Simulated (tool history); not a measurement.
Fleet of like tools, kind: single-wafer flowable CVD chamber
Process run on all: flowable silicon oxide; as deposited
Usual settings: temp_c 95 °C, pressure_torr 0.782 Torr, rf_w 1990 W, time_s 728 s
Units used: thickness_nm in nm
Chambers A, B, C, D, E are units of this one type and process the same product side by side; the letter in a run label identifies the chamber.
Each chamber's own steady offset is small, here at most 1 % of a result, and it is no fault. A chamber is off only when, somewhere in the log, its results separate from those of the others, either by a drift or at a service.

run	hour	temp_c	pressure_torr	rf_w	time_s	read-back reference wafer on the same gauge, thickness_nm	thickness_nm
1A	4.2	95	0.782	1990	728	531.35	508.51
2C	7.8	95	0.782	1990	728	531.07	502.52
3D	11.6	95	0.782	1990	728	531.96	505.12
4B	14.7	95	0.782	1990	728	530.88	509.45
5E	18.6	95	0.782	1990	728	530.6	505.63
6C	22.9	95	0.782	1990	728	532.05	498.64
7B	30.1	95	0.782	1990	728	530.78	507.86
8A	34	95	0.782	1990	728	530.76	503.83
9E	37.6	95	0.782	1990	728	531.14	506.28
10D	44.5	95	0.782	1990	728	530.54	498.97
11E	48.8	95	0.782	1625	611	530.9	400.54
12D	52.5	95	0.782	1625	611	531.36	402.77
13B	58.5	95	0.782	1625	611	531.01	401.92
14A	63.8	95	0.782	1625	611	531.01	397.88
15C	67.7	95	0.782	1625	611	530.58	396.29
16E	74.5	84	0.782	1990	788	531	770.39
# hour 76.4: chamber D: thermocouple changed; heater temperature recalibrated
17D	79.7	84	0.782	1990	788	530.94	758.87
18B	85.6	84	0.782	1990	788	531.22	774.9
19C	90.1	84	0.782	1990	788	530.72	768.92
20A	94	84	0.782	1990	788	530.96	753.01
21C	97.4	95	0.782	1990	728	530.85	499.95
22A	102.1	95	0.782	1990	728	530.53	484.63
23D	107.3	95	0.782	1990	728	530.87	500.67
24E	111.3	95	0.782	1990	728	530.56	503.08
25B	115.6	95	0.782	1990	728	531.3	508.17
26E	122.8	95	0.782	1990	728	531.03	506.34
27A	127.8	104	0.948	1990	728	530.88	459.36
28D	133.9	104	0.948	1990	728	531.2	472.45
29C	138.2	104	0.948	1990	728	531.19	471.47
30B	141.6	104	0.948	1990	728	531.77	476.68

Next, every chamber runs the same settings. What will each give?
31A	146.8	95	0.628	1990	728		?
31B	146.8	95	0.628	1990	728		?
31C	146.8	95	0.628	1990	728		?
31D	146.8	95	0.628	1990	728		?
31E	146.8	95	0.628	1990	728		?

run	thickness_nm
31A	351.05
31B	379.51
31C	372.83
31D	373.94
31E	375.88
